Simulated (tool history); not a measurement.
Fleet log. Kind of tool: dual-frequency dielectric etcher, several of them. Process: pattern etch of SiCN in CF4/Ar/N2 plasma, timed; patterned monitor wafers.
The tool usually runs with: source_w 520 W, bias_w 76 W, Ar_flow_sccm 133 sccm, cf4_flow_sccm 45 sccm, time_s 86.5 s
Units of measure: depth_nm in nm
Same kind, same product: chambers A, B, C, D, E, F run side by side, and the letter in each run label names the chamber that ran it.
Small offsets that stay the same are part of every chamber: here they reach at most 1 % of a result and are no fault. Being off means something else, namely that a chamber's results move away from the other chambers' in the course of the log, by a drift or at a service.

| run | hour | source_w | bias_w | Ar_flow_sccm | cf4_flow_sccm | time_s | hours since the last wet clean | hours since the last source power generator calibration | hours since the last bias power generator calibration | hours since the last Ar flow controller change | hours since the last CF4 flow controller change | read-back reference wafer on the same gauge, depth_nm | depth_nm |
|---|---|---|---|---|---|---|---|---|---|---|---|---|---|
|  | 9.2 | chamber D: source power generator calibrated |
| 1B | 11.7 | 520 | 76 | 133 | 45 | 86.5 | 406.7 | 3801.5 | 904.3 | 4426.2 | 538.8 | 82.6 | 76.813 |
| 2C | 22 | 520 | 76 | 133 | 45 | 86.5 | 285.6 | 3852.9 | 563.1 | 1540 | 4033.3 | 82.571 | 76.598 |
| 3A | 33.4 | 520 | 76 | 133 | 45 | 86.5 | 117.3 | 1547 | 2809 | 3647.9 | 121.9 | 82.563 | 76.708 |
| 4E | 46 | 520 | 76 | 133 | 45 | 86.5 | 85.3 | 1205.3 | 1355.5 | 3703.3 | 1414.8 | 82.535 | 77.003 |
| 5F | 53.5 | 520 | 76 | 133 | 45 | 86.5 | 441.4 | 1610.8 | 460.5 | 2081.4 | 1463.4 | 82.529 | 75.827 |
|  | 54.6 | chamber A: Ar flow controller replaced |
|  | 65.6 | chamber B: wet clean of the chamber |
| 6D | 66.2 | 520 | 76 | 133 | 45 | 86.5 | 413.8 | 57.1 | 1086.7 | 2339.4 | 510.7 | 82.519 | 76.586 |
| 7C | 75.4 | 520 | 76 | 133 | 45 | 86.5 | 339 | 3906.3 | 616.5 | 1593.4 | 4086.7 | 82.506 | 76.386 |
| 8D | 82.6 | 520 | 76 | 133 | 45 | 86.5 | 430.2 | 73.5 | 1103.1 | 2355.8 | 527.1 | 82.511 | 76.375 |
| 9E | 98.4 | 520 | 76 | 133 | 45 | 86.5 | 137.7 | 1257.7 | 1407.9 | 3755.7 | 1467.2 | 82.507 | 77.032 |
| 10A | 106.5 | 520 | 76 | 133 | 45 | 86.5 | 190.4 | 1620.1 | 2882.1 | 52 | 195 | 82.502 | 76.398 |
| 11B | 119.2 | 520 | 76 | 133 | 45 | 86.5 | 53.6 | 3909 | 1011.8 | 4533.7 | 646.3 | 82.485 | 77.133 |
| 12F | 129.2 | 520 | 76 | 133 | 45 | 86.5 | 517.1 | 1686.5 | 536.2 | 2157.1 | 1539.1 | 82.476 | 75.657 |
| 13A | 141.6 | 520 | 76 | 133 | 45 | 86.5 | 225.5 | 1655.2 | 2917.2 | 87.1 | 230.1 | 82.443 | 76.533 |
| 14E | 154.2 | 520 | 76 | 133 | 45 | 96.5 | 193.5 | 1313.5 | 1463.7 | 3811.5 | 1523 | 82.422 | 85.923 |
|  | 158.4 | chamber F: Ar flow controller replaced |
|  | 160.7 | chamber F: wet clean of the chamber |
| 15D | 161.7 | 520 | 76 | 133 | 45 | 96.5 | 509.3 | 152.6 | 1182.2 | 2434.9 | 606.2 | 82.472 | 85.083 |
|  | 168.3 | chamber C: source power generator calibrated |
| 16B | 176.1 | 520 | 76 | 133 | 45 | 96.5 | 110.5 | 3965.9 | 1068.7 | 4590.6 | 703.2 | 82.429 | 86.093 |
|  | 180.4 | chamber E: Ar flow controller replaced |
|  | 187.4 | chamber D: wet clean of the chamber |
| 17F | 188.2 | 520 | 76 | 133 | 45 | 96.5 | 27.5 | 1745.5 | 595.2 | 29.8 | 1598.1 | 82.368 | 84.573 |
| 18C | 201.6 | 520 | 76 | 133 | 45 | 96.5 | 465.2 | 33.3 | 742.7 | 1719.6 | 4212.9 | 82.366 | 85.406 |
| 19F | 208.8 | 520 | 76 | 133 | 45 | 96.5 | 48.1 | 1766.1 | 615.8 | 50.4 | 1618.7 | 82.372 | 84.471 |
|  | 215.8 | chamber C: wet clean of the chamber |
| 20A | 223.3 | 520 | 76 | 133 | 45 | 86.5 | 307.2 | 1736.9 | 2998.9 | 168.8 | 311.8 | 82.344 | 76.482 |
| 21E | 235.8 | 520 | 76 | 133 | 45 | 86.5 | 275.1 | 1395.1 | 1545.3 | 55.4 | 1604.6 | 82.322 | 76.772 |
| 22D | 248.3 | 520 | 76 | 133 | 45 | 86.5 | 61 | 239.2 | 1268.8 | 2521.5 | 692.8 | 82.313 | 76.377 |
| 23B | 263.1 | 520 | 76 | 133 | 45 | 86.5 | 197.5 | 4052.9 | 1155.7 | 4677.6 | 790.2 | 82.285 | 77.007 |
| 24C | 272.5 | 520 | 76 | 133 | 45 | 86.5 | 56.7 | 104.2 | 813.6 | 1790.5 | 4283.8 | 82.296 | 76.054 |
| 25B | 280.6 | 520 | 76 | 133 | 45 | 86.5 | 215 | 4070.4 | 1173.2 | 4695.1 | 807.7 | 82.248 | 77.081 |
|  | 287.8 | chamber A: bias power generator calibrated |
| 26A | 290.1 | 520 | 76 | 133 | 45 | 86.5 | 374 | 1803.7 | 2.3 | 235.6 | 378.6 | 82.244 | 76.44 |
| 27F | 299.6 | 520 | 76 | 133 | 48 | 86.5 | 138.9 | 1856.9 | 706.6 | 141.2 | 1709.5 | 82.236 | 76.781 |
|  | 303.3 | chamber E: CF4 flow controller replaced |
|  | 305.4 | chamber E: source power generator calibrated |
| 28D | 310.9 | 520 | 76 | 133 | 48 | 86.5 | 123.6 | 301.8 | 1331.4 | 2584.1 | 755.4 | 82.27 | 77.048 |
| 29E | 318.9 | 520 | 76 | 133 | 48 | 86.5 | 358.2 | 13.5 | 1628.4 | 138.5 | 15.6 | 82.22 | 77.808 |
|  | 326.6 | chamber D: Ar flow controller replaced |
| 30C | 327.5 | 520 | 76 | 133 | 48 | 86.5 | 111.7 | 159.2 | 868.6 | 1845.5 | 4338.8 | 82.217 | 76.965 |
| 31E | 342.7 | 520 | 76 | 133 | 48 | 86.5 | 382 | 37.3 | 1652.2 | 162.3 | 39.4 | 82.176 | 77.875 |
|  | 345.4 | chamber B: source power generator calibrated |
| 32C | 352.6 | 520 | 76 | 133 | 48 | 86.5 | 136.8 | 184.3 | 893.7 | 1870.6 | 4363.9 | 82.173 | 76.824 |
| 33A | 360.9 | 520 | 76 | 133 | 45 | 86.5 | 444.8 | 1874.5 | 73.1 | 306.4 | 449.4 | 82.169 | 76.247 |
| 34F | 372.7 | 420 | 87 | 133 | 45 | 86.5 | 212 | 1930 | 779.7 | 214.3 | 1782.6 | 82.153 | 66.262 |
|  | 374.5 | chamber E: wet clean of the chamber |
|  | 385.9 | chamber A: wet clean of the chamber |
| 35D | 387.2 | 420 | 87 | 133 | 45 | 86.5 | 199.9 | 378.1 | 1407.7 | 60.7 | 831.7 | 82.174 | 67.013 |
| 36B | 402.7 | 420 | 87 | 133 | 45 | 86.5 | 337.1 | 57.4 | 1295.3 | 4817.2 | 929.8 | 82.112 | 67.129 |
| 37B | 415.6 | 420 | 87 | 133 | 45 | 86.5 | 350 | 70.3 | 1308.2 | 4830.1 | 942.7 | 82.13 | 67.413 |
| 38E | 423.9 | 420 | 87 | 133 | 45 | 86.5 | 49.5 | 118.5 | 1733.4 | 243.5 | 120.6 | 82.078 | 67.317 |
| 39C | 440 | 420 | 87 | 133 | 45 | 86.5 | 224.2 | 271.7 | 981.1 | 1958 | 4451.3 | 82.102 | 66.769 |
| 40A | 454.5 | 520 | 76 | 133 | 45 | 86.5 | 68.7 | 1968.1 | 166.7 | 400 | 543 | 82.065 | 76.08 |
| 41D | 469.2 | 520 | 76 | 133 | 45 | 86.5 | 281.9 | 460.1 | 1489.7 | 142.7 | 913.7 | 82.05 | 76.053 |

Is one chamber off against the others, does the gauge drift, or is nothing wrong? If a chamber is off, say which, and what the likeliest cause is.

The gauge drifts, so all chambers seem to drift together. No chamber is off.
What lies behind it: gauge reads low (%) = 0.678.
